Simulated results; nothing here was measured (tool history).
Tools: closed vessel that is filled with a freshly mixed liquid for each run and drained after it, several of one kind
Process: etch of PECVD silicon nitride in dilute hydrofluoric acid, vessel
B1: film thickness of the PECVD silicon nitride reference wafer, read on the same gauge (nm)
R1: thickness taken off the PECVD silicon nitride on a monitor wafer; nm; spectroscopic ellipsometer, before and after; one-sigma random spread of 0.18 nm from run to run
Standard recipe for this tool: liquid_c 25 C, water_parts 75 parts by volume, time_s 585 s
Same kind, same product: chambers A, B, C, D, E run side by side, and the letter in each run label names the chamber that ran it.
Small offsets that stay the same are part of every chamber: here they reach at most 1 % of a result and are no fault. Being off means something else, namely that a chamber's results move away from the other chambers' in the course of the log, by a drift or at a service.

Run 1C, hour 4.5: usual settings; B1 100.05. Result: R1 20.468 nm.
Run 2E, hour 10.4: usual settings; B1 100.01. Result: R1 20.764 nm.
Run 3D, hour 15.3: usual settings; B1 99.99. Result: R1 20.763 nm.
Run 4A, hour 20: usual settings; B1 99.968. Result: R1 20.772 nm.
Run 5B, hour 25.4: usual settings; B1 99.959. Result: R1 21.009 nm.
Run 6E, hour 30.5: usual settings; B1 99.989. Result: R1 20.613 nm.
At hour 32.7: chamber D: hydrofluoric acid flow meter replaced.
Run 7A, hour 38.4: usual settings but liquid_c 30 C, time_s 690 s; B1 99.996. Result: R1 34.645 nm.
Run 8C, hour 43.2: usual settings but liquid_c 30 C, time_s 690 s; B1 99.963. Result: R1 33.959 nm.
Run 9B, hour 48.5: usual settings but liquid_c 30 C, time_s 690 s; B1 100.01. Result: R1 34.223 nm.
Run 10D, hour 56.6: usual settings but liquid_c 30 C, time_s 690 s; B1 100.03. Result: R1 33.748 nm.
Run 11A, hour 60.6: usual settings but liquid_c 30 C, time_s 690 s; B1 100.02. Result: R1 33.708 nm.
Run 12D, hour 67.8: usual settings but liquid_c 29 C; B1 99.999. Result: R1 26.709 nm.
Run 13B, hour 74.2: usual settings but liquid_c 29 C; B1 100.05. Result: R1 27.302 nm.
Run 14C, hour 82.7: usual settings but liquid_c 29 C; B1 100.03. Result: R1 27.851 nm.
Run 15E, hour 89.8: usual settings but liquid_c 29 C; B1 100.01. Result: R1 26.738 nm.
Run 16C, hour 96.4: usual settings but liquid_c 29 C; B1 100.01. Result: R1 27.702 nm.
Run 17B, hour 104.8: usual settings; B1 99.991. Result: R1 21.003 nm.
Run 18A, hour 112.7: usual settings; B1 99.993. Result: R1 21.204 nm.
At hour 115.6: chamber B: thermometer replaced.
Run 19E, hour 119.1: usual settings; B1 99.966. Result: R1 21.198 nm.
Run 20D, hour 123.9: usual settings; B1 100. Result: R1 20.798 nm.
Run 21C, hour 129.7: usual settings; B1 100.03. Result: R1 21.941 nm.
Run 22B, hour 136.3: usual settings; B1 100.03. Result: R1 20.907 nm.
Run 23E, hour 140.5: usual settings; B1 99.999. Result: R1 20.98 nm.
Run 24D, hour 144.5: usual settings; B1 100. Result: R1 20.686 nm.
Run 25A, hour 148.6: usual settings; B1 100.02. Result: R1 21.002 nm.
Run 26E, hour 153.2: usual settings; B1 100.01. Result: R1 20.689 nm.
Run 27C, hour 160.9: usual settings; B1 100.01. Result: R1 22.395 nm.
Run 28A, hour 170: usual settings; B1 100.04. Result: R1 20.501 nm.
Run 29B, hour 177.9: usual settings but water_parts 110 parts by volume, time_s 365 s; B1 100.03. Result: R1 8.7459 nm.
Run 30D, hour 182.9: usual settings but water_parts 110 parts by volume, time_s 365 s; B1 99.928. Result: R1 8.8845 nm.
Run 31E, hour 191: usual settings but water_parts 110 parts by volume, time_s 365 s; B1 99.961. Result: R1 8.8191 nm.
Run 32A, hour 195.5: usual settings but water_parts 110 parts by volume, time_s 365 s; B1 100.03. Result: R1 9.0756 nm.
Run 33D, hour 200.9: usual settings but water_parts 110 parts by volume, time_s 365 s; B1 100.04. Result: R1 8.9265 nm.

For the next run the whole fleet of 5 chambers uses the same settings. Give each chamber's results:
Run 34A, hour 207.6: usual settings. Result: R1 ?.
Run 34B, hour 207.6: usual settings. Result: R1 ?.
Run 34C, hour 207.6: usual settings. Result: R1 ?.
Run 34D, hour 207.6: usual settings. Result: R1 ?.
Run 34E, hour 207.6: usual settings. Result: R1 ?.

run      R1
34A  20.896
34B  20.677
34C  23.284
34D  20.876
34E  20.751
